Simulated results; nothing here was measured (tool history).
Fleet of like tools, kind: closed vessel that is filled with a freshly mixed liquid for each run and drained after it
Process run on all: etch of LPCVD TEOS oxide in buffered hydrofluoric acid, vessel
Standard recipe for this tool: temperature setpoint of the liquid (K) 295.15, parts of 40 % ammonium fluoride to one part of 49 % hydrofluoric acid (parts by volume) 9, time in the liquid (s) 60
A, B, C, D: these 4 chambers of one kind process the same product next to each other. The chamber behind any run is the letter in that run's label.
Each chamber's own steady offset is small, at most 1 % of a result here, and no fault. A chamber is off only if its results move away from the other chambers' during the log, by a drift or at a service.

run	hour	temperature setpoint of the liquid (K)	parts of 40 % ammonium fluoride to one part of 49 % hydrofluoric acid (parts by volume)	time in the liquid (s)	read-back film thickness of the LPCVD TEOS oxide reference wafer, read on the same gauge (nm)	thickness taken off the LPCVD TEOS oxide on a monitor wafer (angstrom)
1D	7.9	295.15	9	60	40.014	1553.4
2A	16.3	295.15	9	60	39.997	1519.3
# hour 23.4: chamber D: thermometer replaced
3C	30.5	295.15	9	60	40.037	1548.8
4B	41.5	295.15	9	60	40.049	1536.5
5C	55.7	295.15	9	60	40.02	1533.3
6B	68.2	295.15	9	60	39.953	1550.6
# hour 82.5: chamber C: hydrofluoric acid flow meter replaced
7A	82.5	295.15	9	60	39.989	1516.4
8D	97.8	295.15	9	60	39.984	1557.2
9C	104.9	295.15	9	60	40.032	1509.6
10A	118.1	295.15	9	60	39.963	1531.6
11B	133.9	295.15	9	60	40.031	1537.6
12D	148.5	295.15	9	60	40.031	1565.7
13B	159.2	295.15	9	60	39.982	1529.6
14C	169.9	295.15	9	60	39.987	1479
15D	181	295.15	9	60	39.976	1550.8
16A	193.3	295.15	9	60	40.008	1500.9
17C	200.6	292.15	9	60	39.987	1237.1
18A	214.6	292.15	9	60	39.974	1271.7
19B	226.1	292.15	9	60	40.004	1301.1
20D	237.2	292.15	9	60	39.998	1331.6
21C	245.1	295.15	9	60	39.963	1459
22D	254.7	295.15	9	60	39.989	1531.6
23B	267.3	295.15	9	60	39.963	1532.1
# hour 270.4: chamber B: thermometer replaced
24A	277.2	295.15	9	85	40.001	2161.5
25B	285.6	295.15	9	85	40	2150.9
26A	295	295.15	9	85	40.011	2186.2
27D	302.2	295.15	9	85	40.004	2176.2
28C	312.8	295.15	9	60	40.017	1453.1
29D	325.1	295.15	9	60	39.977	1535.5
30A	337.4	295.15	9	60	40.003	1520.9
31B	345.3	295.15	9	60	39.97	1546.4
32C	354.9	295.15	9	60	40.004	1397.1
33B	366.1	295.15	9	60	39.992	1539
34C	375.7	296.65	6	60	40.027	2290.2
35D	385.8	296.65	6	60	39.983	2547.2
36A	400.1	296.65	6	60	40.004	2532.8
37A	414.4	296.65	6	60	40.027	2500.6

One chamber off, gauge drift, or nothing amiss beyond the chambers' own small offsets? If it is a chamber, which one, and what is the likeliest cause?

One chamber, C, drifts off from the rest bit by bit.
Most likely cause: liquid colder than its thermometer reads (K) = 1.81.

Here are 4 candidates for chamber C's next run, each the usual settings with a change, their results left as question marks. Which one brings its results back in line with what the others give on the usual settings?
In line means no further than this from the other chambers' mean on the usual settings: thickness taken off the LPCVD TEOS oxide on a monitor wafer (angstrom) 51
38C-1	425.7	293.15	9	60		?
38C-2	425.7	295.15	9	70		?
38C-3	425.7	295.65	8.5	60		?
38C-4	425.7	293.65	10	60		?

On the usual settings, the other chambers give on average: thickness taken off the LPCVD TEOS oxide on a monitor wafer (angstrom) 1534.2
run	thickness taken off the LPCVD TEOS oxide on a monitor wafer (angstrom)
38C-1	1234.5
38C-2	1614.5
38C-3	1513.6
38C-4	1189.4
The answer is 38C-3, which returns the chamber to within the allowed miss of the others.

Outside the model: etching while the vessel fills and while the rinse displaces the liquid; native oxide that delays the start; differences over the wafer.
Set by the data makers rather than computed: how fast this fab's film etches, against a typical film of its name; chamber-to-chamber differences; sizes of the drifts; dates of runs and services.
